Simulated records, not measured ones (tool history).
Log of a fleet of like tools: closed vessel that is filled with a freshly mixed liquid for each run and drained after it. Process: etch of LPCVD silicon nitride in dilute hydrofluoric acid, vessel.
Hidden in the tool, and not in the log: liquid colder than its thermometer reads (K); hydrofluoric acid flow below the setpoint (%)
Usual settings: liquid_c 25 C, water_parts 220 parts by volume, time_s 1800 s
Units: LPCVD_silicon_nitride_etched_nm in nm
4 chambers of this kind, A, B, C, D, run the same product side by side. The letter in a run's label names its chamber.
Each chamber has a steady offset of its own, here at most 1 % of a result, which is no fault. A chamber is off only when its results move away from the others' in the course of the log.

run   hour  liquid_c  water_parts  time_s  hours since the thermometer was replaced  hours since the hydrofluoric acid flow meter was replaced  read-back film thickness of the LPCVD silicon nitride reference wafer, read on the same gauge (nm)  LPCVD_silicon_nitride_etched_nm
 1B    9.5        25          220    1800                                     253.6                                                     1338.7                                                                                              60.038                           4.9695
 2C   14.2        25          220    1800                                    1787.3                                                        190                                                                                              60.028                           5.0173
 3A   22.8        25          220    1800                                     518.6                                                        943                                                                                              59.969                           5.0034
 4D   31.4        25          220    1800                                    2351.9                                                     1803.3                                                                                              60.012                           5.0089
 5D   39.9        25          220    1800                                    2360.4                                                     1811.8                                                                                              59.998                           5.0177
 6A   44.9      28.5          300    1800                                     540.7                                                      965.1                                                                                              60.001                           4.5011
      46.6  -- chamber D: thermometer replaced
 7B   52.8      28.5          300    1800                                     296.9                                                       1382                                                                                              59.982                           4.5579
 8C   58.3      28.5          300    1800                                    1831.4                                                      234.1                                                                                              60.014                           4.5266
 9B   64.2      28.5          300    1800                                     308.3                                                     1393.4                                                                                              60.024                            4.534
10A   71.2        25          220    1800                                       567                                                      991.4                                                                                              59.995                           5.0173
11C   79.6        25          220    1800                                    1852.7                                                      255.4                                                                                              60.002                           5.0129
12D   88.2        25          220    1800                                      41.6                                                     1860.1                                                                                              60.006                           5.0153
13C   93.2        25          220    1800                                    1866.3                                                        269                                                                                              60.035                           4.9802
14D   97.9        25          220    1800                                      51.3                                                     1869.8                                                                                              60.017                           5.0353
15A  105.8        25          220    2790                                     601.6                                                       1026                                                                                              59.985                           7.7441
16B  110.3        25          220    2790                                     354.4                                                     1439.5                                                                                               60.02                           7.6917
17D  117.6        25          220    2790                                        71                                                     1889.5                                                                                              60.037                           7.8367
18C  125.1        25          220    2790                                    1898.2                                                      300.9                                                                                              59.967                           7.6708
19A  130.5        25          220    1800                                     626.3                                                     1050.7                                                                                              60.011                           4.9864
20B  139.1        25          220    1800                                     383.2                                                     1468.3                                                                                              59.977                           5.0098
21A  147.9        25          220    1800                                     643.7                                                     1068.1                                                                                              60.026                           5.0086
22C  153.6        25          220    1800                                    1926.7                                                      329.4                                                                                              59.999                           5.0007
23B  158.8        25          220    1800                                     402.9                                                       1488                                                                                              60.061                           5.0015
     168.1  -- chamber D: hydrofluoric acid flow meter replaced
24D  168.7        25          220    1800                                     122.1                                                        0.7                                                                                              60.009                           5.0122
25A  174.9        25          220    1800                                     670.7                                                     1095.1                                                                                              60.009                           4.9973
26D  182.4        25          220    1800                                     135.8                                                       14.4                                                                                              59.979                            5.035
     184.9  -- chamber C: thermometer replaced
27C  187.7        25          180    2490                                       2.8                                                      363.5                                                                                              59.995                           8.3643
28B  192.9        25          180    2490                                       437                                                     1522.1                                                                                              60.026                           8.4229
29A  202.1        25          180    2490                                     697.9                                                     1122.3                                                                                              59.992                           8.4879
30D  207.9        25          180    2490                                     161.3                                                       39.9                                                                                              59.996                           8.4752
31B  215.8        25          220    1800                                     459.9                                                       1545                                                                                              60.018                           4.9944
32C    225        25          220    1800                                      40.1                                                      400.8                                                                                              60.011                            4.938
33B  234.9      27.5          220     880                                       479                                                     1564.1                                                                                              59.999                           2.8745
       235  -- chamber C: hydrofluoric acid flow meter replaced
34D  241.7      27.5          220     880                                     195.1                                                       73.7                                                                                                  60                           2.8446
35C  251.3      27.5          220     880                                      66.4                                                       16.4                                                                                              60.014                           2.8653
36A  260.3      27.5          220     880                                     756.1                                                     1180.5                                                                                              59.953                           2.8637
37D  269.5        25          220    1800                                     222.9                                                      101.5                                                                                              60.023                           5.0743
38B  279.5        25          220    1800                                     523.6                                                     1608.7                                                                                              60.029                           4.9917
39A  289.3        25          145    1800                                     785.1                                                     1209.5                                                                                              60.024                           7.6561
40C  295.3        25          145    1800                                     110.4                                                       60.4                                                                                              60.006                           7.5667
41D  302.1        25          145    1800                                     255.5                                                      134.1                                                                                              59.984                           7.5548
42B  309.8        25          145    1800                                     553.9                                                       1639                                                                                               60.03                           7.5176
43A    315        25          220    1800                                     810.8                                                     1235.2                                                                                              59.974                            5.005

Is one chamber off against the others, does the gauge drift, or is nothing wrong? If a chamber is off, say which, and what the likeliest cause is.

No chamber stands off beyond its own small offset, and the gauge holds steady.
